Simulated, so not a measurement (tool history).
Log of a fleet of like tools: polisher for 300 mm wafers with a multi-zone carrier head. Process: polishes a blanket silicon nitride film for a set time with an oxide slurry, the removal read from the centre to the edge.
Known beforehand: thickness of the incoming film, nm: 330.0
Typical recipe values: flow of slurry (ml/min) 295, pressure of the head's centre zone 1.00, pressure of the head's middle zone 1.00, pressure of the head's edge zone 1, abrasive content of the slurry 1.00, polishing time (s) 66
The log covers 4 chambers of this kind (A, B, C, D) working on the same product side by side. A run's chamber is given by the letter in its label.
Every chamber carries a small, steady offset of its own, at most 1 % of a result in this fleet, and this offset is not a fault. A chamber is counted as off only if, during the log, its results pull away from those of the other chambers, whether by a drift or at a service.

run	hour	flow of slurry (ml/min)	pressure of the head's centre zone	pressure of the head's middle zone	pressure of the head's edge zone	abrasive content of the slurry	polishing time (s)	wafers polished on this pad	hours since the slurry nozzle was cleaned	hours since the centre zone pressure was calibrated	hours since the edge zone pressure was calibrated	film removed at the wafer's centre (angstrom)	film removed at mid-radius (angstrom)	film removed at the wafer's edge (angstrom)
1C	6.5	295	1.00	1.00	1	1.00	66	825	303.4	1131.0	1131.7	614.93	615.82	619.14
# hour 8.2: chamber C: worn pad replaced by a new one
2D	12.8	295	1.00	1.00	1	1.00	66	991	566.2	277.0	643.8	608.12	616.57	633.27
# hour 17.7: chamber D: slurry nozzle cleaned
3A	17.9	295	1.00	1.00	1	1.00	66	723	340.0	665.1	141.2	621.65	627.80	608.86
4B	22.5	295	1.00	1.00	1	1.00	66	744	247.4	207.0	437.4	617.69	625.92	626.19
5C	26.5	295	1.00	1.00	1	1.00	66	265	323.4	1151.0	1151.7	609.86	610.51	611.45
# hour 30.8: chamber A: worn pad replaced by a new one
# hour 31.8: chamber D: worn pad replaced by a new one
6D	33.3	295	1.00	1.00	1	1.00	66	22	15.7	297.5	664.3	637.20	617.54	618.84
7B	39.3	295	1.00	1.00	1	1.00	66	987	264.2	223.8	454.2	616.38	619.87	612.01
8A	46.8	295	1.00	1.00	1	1.00	66	231	368.9	694.0	170.1	617.82	617.97	615.31
9D	51.8	295	1.00	1.00	1	1.00	66	290	34.2	316.0	682.8	606.87	618.34	615.09
# hour 54.9: chamber C: worn pad replaced by a new one
10B	56.7	295	1.00	1.00	1	1.00	66	1238	281.6	241.2	471.6	617.90	620.47	623.30
# hour 58.3: chamber B: slurry nozzle cleaned
11A	60.4	295	1.07	1.07	1	1.00	66	428	382.5	707.6	183.7	663.09	667.37	615.85
12C	64.8	295	1.07	1.07	1	1.00	66	144	361.7	1189.3	1190.0	655.94	663.36	618.05
13C	72.1	295	1.07	1.07	1	1.00	66	249	369.0	1196.6	1197.3	661.85	653.52	616.49
14D	79.2	295	1.07	1.07	1	1.00	66	685	61.6	343.4	710.2	678.23	657.56	630.29
# hour 81.9: chamber A: worn pad replaced by a new one
15B	82.8	295	1.00	1.00	1	1.00	66	1615	24.6	267.3	497.7	618.75	617.16	605.29
16A	86.1	295	1.00	1.00	1	1.00	66	61	408.2	733.3	209.4	628.71	625.79	612.58
17D	93.0	295	1.00	1.09	1	0.80	66	884	75.4	357.2	724.0	553.68	598.92	551.84
18B	96.6	295	1.00	1.09	1	0.80	66	1814	38.4	281.1	511.5	556.99	592.74	528.69
19C	101.6	295	1.00	1.09	1	0.80	66	675	398.5	1226.1	1226.8	553.38	593.19	559.86
# hour 103.0: chamber C: worn pad replaced by a new one
20A	107.8	295	1.00	1.09	1	0.80	66	375	429.9	755.0	231.1	567.73	605.10	541.85
21A	113.2	295	1.00	1.00	1	1.00	66	453	435.3	760.4	236.5	625.38	621.40	599.68
22D	119.3	355	1.00	1.00	1	1.10	66	1264	101.7	383.5	750.3	668.53	653.96	642.88
# hour 122.1: chamber D: worn pad replaced by a new one
23B	124.8	355	1.00	1.00	1	1.10	66	2221	66.6	309.3	539.7	632.16	637.35	632.91
24C	130.0	355	1.00	1.00	1	1.10	66	390	426.9	1254.5	1255.2	666.38	653.93	657.01
# hour 136.8: chamber A: worn pad replaced by a new one
25B	137.1	355	1.00	1.00	1	1.10	66	2399	78.9	321.6	552.0	631.14	628.14	612.68
26D	142.1	295	0.91	1.00	1	1.25	66	289	124.5	406.3	773.1	598.61	684.04	677.96
27A	146.9	295	0.91	1.00	1	1.25	66	146	469.0	794.1	270.2	624.35	682.48	676.35
28C	151.2	295	0.91	1.00	1	1.25	66	696	448.1	1275.7	1276.4	593.22	678.39	657.51
29B	158.6	295	0.91	1.00	1	1.25	66	2709	100.4	343.1	573.5	580.46	647.65	636.74
30A	164.6	295	1.00	1.00	1	1.00	66	402	486.7	811.8	287.9	622.76	616.65	615.95
# hour 165.5: chamber C: worn pad replaced by a new one
31C	169.4	295	1.00	1.00	1	1.00	66	56	466.3	1293.9	1294.6	625.80	606.41	605.05
32D	174.3	295	1.00	1.00	1	1.00	66	754	156.7	438.5	805.3	616.23	614.90	617.45
33B	180.3	295	1.00	1.00	1	1.00	66	3022	122.1	364.8	595.2	585.79	578.53	561.32
34C	184.4	295	1.00	1.00	1	1.00	66	273	481.3	1308.9	1309.6	607.12	605.22	604.69
35D	188.6	295	1.00	1.00	1	1.00	66	960	171.0	452.8	819.6	620.41	619.29	626.07
36A	192.6	295	1.00	1.00	1	1.00	66	806	514.7	839.8	315.9	622.36	623.22	616.92
# hour 196.4: chamber A: worn pad replaced by a new one
37C	198.2	295	1.00	1.00	1	1.00	66	472	495.1	1322.7	1323.4	618.63	614.33	615.67
38A	203.4	295	1.00	1.00	1	1.00	66	102	525.5	850.6	326.7	613.25	624.00	608.20

What goes on in this fleet: one chamber off, a drifting gauge, or nothing beyond the chambers' own small offsets? Name the chamber and the cause, if any.

Chamber B drifts away from the others.
Cause: removal rate lost through wear of the pad, % = 9.9.

Below are 4 candidate recipes for chamber B's next run, each the usual settings with a change, their results shown as question marks. Which of them brings B's results back in line with what the other chambers give on the usual settings?
A result is in line if it is within this distance of the other chambers' mean on the usual settings: film removed at the wafer's centre (angstrom) 23.00; film removed at mid-radius (angstrom) 17.00; film removed at the wafer's edge (angstrom) 30.00
39B-1	208.8	295	1.00	1.00	0.99	0.95	61					?	?	?
39B-2	208.8	290	1.00	1.01	0.98	0.95	55					?	?	?
39B-3	208.8	295	1.00	1.00	1.01	1.05	71					?	?	?
39B-4	208.8	300	1.00	1.00	1.01	1.05	79					?	?	?

The other chambers' mean on the usual settings: film removed at the wafer's centre (angstrom) 619.57; film removed at mid-radius (angstrom) 616.67; film removed at the wafer's edge (angstrom) 615.09
run	film removed at the wafer's centre (angstrom)	film removed at mid-radius (angstrom)	film removed at the wafer's edge (angstrom)
39B-1	508.81	507.74	500.89
39B-2	457.93	461.24	448.57
39B-3	619.88	618.56	616.72
39B-4	690.99	689.39	687.07
It is 39B-3 that realigns the chamber with its peers.
